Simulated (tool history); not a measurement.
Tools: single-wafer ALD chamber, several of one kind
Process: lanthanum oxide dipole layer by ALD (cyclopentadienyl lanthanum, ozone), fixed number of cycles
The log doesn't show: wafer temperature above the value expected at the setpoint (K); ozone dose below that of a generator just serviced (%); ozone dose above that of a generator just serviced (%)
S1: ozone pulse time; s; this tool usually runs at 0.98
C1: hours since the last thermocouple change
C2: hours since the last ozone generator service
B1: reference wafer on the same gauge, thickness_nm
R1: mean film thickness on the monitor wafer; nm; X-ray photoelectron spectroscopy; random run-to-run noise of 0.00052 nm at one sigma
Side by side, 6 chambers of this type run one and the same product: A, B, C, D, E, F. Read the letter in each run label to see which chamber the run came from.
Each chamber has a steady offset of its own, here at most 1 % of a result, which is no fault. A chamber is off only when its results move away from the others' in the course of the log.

| run | hour | S1 | C1 | C2 | B1 | R1 |
|---|---|---|---|---|---|---|
| 1B | 6 | 0.98 | 255.9 | 1400 | 0.43499 | 0.49899 |
| 2E | 15.2 | 0.98 | 2383.8 | 756.9 | 0.43483 | 0.49692 |
| 3C | 21.6 | 0.98 | 725.3 | 402.2 | 0.43484 | 0.49531 |
| 4D | 32 | 0.98 | 757.6 | 398.5 | 0.43487 | 0.49445 |
| 5F | 38.4 | 0.98 | 302.5 | 126.2 | 0.43478 | 0.49713 |
| 6A | 43.3 | 0.98 | 760.3 | 1873.1 | 0.43474 | 0.49703 |
| 7A | 51.2 | 0.98 | 768.2 | 1881 | 0.43468 | 0.49635 |
| 8C | 60.3 | 0.98 | 764 | 440.9 | 0.43468 | 0.49496 |
| 9E | 70.2 | 0.98 | 2438.8 | 811.9 | 0.43461 | 0.49603 |
| 10D | 76.8 | 0.98 | 802.4 | 443.3 | 0.43451 | 0.49414 |
| 11F | 85.9 | 0.98 | 350 | 173.7 | 0.43454 | 0.49522 |
| 12B | 90.6 | 0.98 | 340.5 | 1484.6 | 0.43446 | 0.4994 |
| 13A | 96.6 | 0.98 | 813.6 | 1926.4 | 0.43442 | 0.49526 |
| 14D | 104.7 | 0.98 | 830.3 | 471.2 | 0.43431 | 0.49387 |
| 15B | 109.4 | 0.98 | 359.3 | 1503.4 | 0.43444 | 0.4984 |
| 16E | 115.2 | 0.98 | 2483.8 | 856.9 | 0.43432 | 0.49533 |
| 17C | 122.8 | 0.98 | 826.5 | 503.4 | 0.43418 | 0.49501 |
| 18F | 129.6 | 0.98 | 393.7 | 217.4 | 0.4342 | 0.49568 |
| 19C | 137.5 | 0.98 | 841.2 | 518.1 | 0.43422 | 0.49451 |
| 20D | 143.8 | 0.98 | 869.4 | 510.3 | 0.43407 | 0.49342 |
| 21A | 149.8 | 0.98 | 866.8 | 1979.6 | 0.43419 | 0.49474 |
| 22F | 160.1 | 0.98 | 424.2 | 247.9 | 0.43401 | 0.49542 |
| 23B | 166.6 | 0.98 | 416.5 | 1560.6 | 0.43403 | 0.49865 |
| 24E | 176.9 | 0.98 | 2545.5 | 918.6 | 0.434 | 0.49617 |
| 25A | 186.3 | 0.98 | 903.3 | 2016.1 | 0.43393 | 0.49406 |
| 26E | 192.7 | 0.98 | 2561.3 | 934.4 | 0.43385 | 0.49666 |
| 27F | 198 | 0.98 | 462.1 | 285.8 | 0.43369 | 0.49537 |
| 28B | 205.6 | 0.98 | 455.5 | 1599.6 | 0.43374 | 0.49885 |
|  | 211.7 | chamber E: ozone generator serviced |
| 29C | 214.6 | 0.73 | 918.3 | 595.2 | 0.4337 | 0.44161 |
| 30D | 220.8 | 0.73 | 946.4 | 587.3 | 0.4336 | 0.43999 |
| 31C | 226 | 0.73 | 929.7 | 606.6 | 0.4336 | 0.44114 |
|  | 226.8 | chamber E: thermocouple changed; heater temperature recalibrated |
|  | 228.9 | chamber A: ozone generator serviced |
| 32D | 231 | 0.73 | 956.6 | 597.5 | 0.43367 | 0.43953 |
| 33A | 236.3 | 0.73 | 953.3 | 7.4 | 0.43353 | 0.44285 |
| 34B | 245.4 | 0.73 | 495.3 | 1639.4 | 0.4335 | 0.44453 |
| 35F | 251.8 | 0.98 | 515.9 | 339.6 | 0.43349 | 0.49522 |
| 36E | 258.5 | 0.98 | 31.8 | 46.8 | 0.43356 | 0.49577 |
| 37E | 267.7 | 1.17 | 41 | 56 | 0.43337 | 0.52155 |
| 38F | 278 | 1.17 | 542.1 | 365.8 | 0.43333 | 0.52085 |
| 39D | 288.4 | 1.17 | 1014 | 654.9 | 0.43332 | 0.51864 |
| 40B | 297 | 1.17 | 546.9 | 1691 | 0.43326 | 0.52345 |
| 41C | 302.8 | 1.17 | 1006.5 | 683.4 | 0.43325 | 0.51887 |
| 42A | 308.9 | 1.17 | 1025.9 | 80 | 0.43317 | 0.51985 |

Next, all 6 chambers run the settings below, one line each with question marks for the results. What does each chamber give?
| 43A | 316.5 | 1.35 |  |  |  | ? |
| 43B | 316.5 | 1.35 |  |  |  | ? |
| 43C | 316.5 | 1.35 |  |  |  | ? |
| 43D | 316.5 | 1.35 |  |  |  | ? |
| 43E | 316.5 | 1.35 |  |  |  | ? |
| 43F | 316.5 | 1.35 |  |  |  | ? |

| run | R1 |
|---|---|
| 43A | 0.5367 |
| 43B | 0.54126 |
| 43C | 0.53519 |
| 43D | 0.53572 |
| 43E | 0.53866 |
| 43F | 0.53751 |

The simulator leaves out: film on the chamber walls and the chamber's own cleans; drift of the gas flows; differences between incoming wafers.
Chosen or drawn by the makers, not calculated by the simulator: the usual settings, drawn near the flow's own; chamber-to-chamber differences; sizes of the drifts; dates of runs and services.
